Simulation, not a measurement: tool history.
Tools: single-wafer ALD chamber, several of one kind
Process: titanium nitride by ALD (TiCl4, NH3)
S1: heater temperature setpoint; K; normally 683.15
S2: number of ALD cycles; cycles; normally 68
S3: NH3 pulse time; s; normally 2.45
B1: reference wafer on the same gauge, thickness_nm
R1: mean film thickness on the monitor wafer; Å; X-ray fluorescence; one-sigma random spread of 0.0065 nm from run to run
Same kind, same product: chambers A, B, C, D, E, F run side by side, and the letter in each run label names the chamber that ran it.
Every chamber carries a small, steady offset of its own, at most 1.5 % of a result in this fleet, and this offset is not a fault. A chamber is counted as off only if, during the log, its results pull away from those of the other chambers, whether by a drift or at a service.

run   hour      S1  S2    S3      B1      R1
 1D    4.3  683.15  68  2.45  1.5490  15.327
 2F   10.4  683.15  68  2.45  1.5509  15.043
 3A   14.8  683.15  68  2.45  1.5501  15.054
 4C   17.9  683.15  68  2.45  1.5494  14.985
 5B   22.2  683.15  68  2.45  1.5522  15.204
 6E   26.6  683.15  68  2.45  1.5501  15.271
 7E   32.1  683.15  68  2.45  1.5492  15.296
 8C   37.9  683.15  68  2.45  1.5491  15.017
 9A   43.6  683.15  68  2.45  1.5502  15.038
10B   48.7  683.15  68  2.45  1.5506  15.287
11F   52.0  683.15  68  2.45  1.5484  15.091
12D   55.8  683.15  68  2.45  1.5509  15.261
13A   60.0  683.15  68  2.45  1.5526  15.159
14F   64.0  683.15  68  2.45  1.5506  15.122
15C   68.6  683.15  68  2.45  1.5503  14.985
16D   74.3  683.15  68  2.45  1.5502  15.215
17B   80.4  683.15  68  2.45  1.5500  15.212
18E   86.5  683.15  68  2.45  1.5509  15.189
19D   89.8  683.15  68  2.45  1.5487  15.306
20C   93.2  683.15  60  2.79  1.5498  13.250
21A   96.4  683.15  60  2.79  1.5491  13.426
22B  101.0  683.15  60  2.79  1.5512  13.519
23F  104.1  683.15  60  2.79  1.5504  13.449
24E  110.1  683.15  60  2.79  1.5494  13.574
25E  115.0  683.15  60  2.79  1.5497  13.433
26F  118.9  683.15  68  2.45  1.5512  15.062
27A  123.6  683.15  68  2.45  1.5515  15.103
28C  129.4  683.15  68  2.45  1.5492  15.015
29B  135.1  697.15  64  2.45  1.5511  14.334
30D  140.4  697.15  64  2.45  1.5483  14.540
31F  145.1  697.15  64  2.45  1.5500  14.233
32A  149.6  697.15  64  2.45  1.5511  14.388
33E  154.1  697.15  64  2.45  1.5505  14.363
34D  156.8  697.15  64  2.45  1.5491  14.459
35C  159.8  683.15  68  2.45  1.5506  15.016
36B  165.4  683.15  68  2.45  1.5519  15.219
37A  168.7  683.15  68  2.45  1.5491  15.220
38B  173.1  683.15  68  2.45  1.5473  15.180
39F  178.2  683.15  68  3.34  1.5508  15.287
40D  183.3  683.15  68  3.34  1.5508  15.377
41C  187.4  683.15  68  3.34  1.5488  15.055
42E  192.3  683.15  68  3.34  1.5529  15.308

Decide between three cases: one chamber stands off from its peers, the gauge reading all wafers drifts, or nothing is wrong past each chamber's small offset. Where a chamber is off, say which and what most likely put it there.

Nothing is wrong: each chamber keeps only its own small, steady offset and the gauge holds still.

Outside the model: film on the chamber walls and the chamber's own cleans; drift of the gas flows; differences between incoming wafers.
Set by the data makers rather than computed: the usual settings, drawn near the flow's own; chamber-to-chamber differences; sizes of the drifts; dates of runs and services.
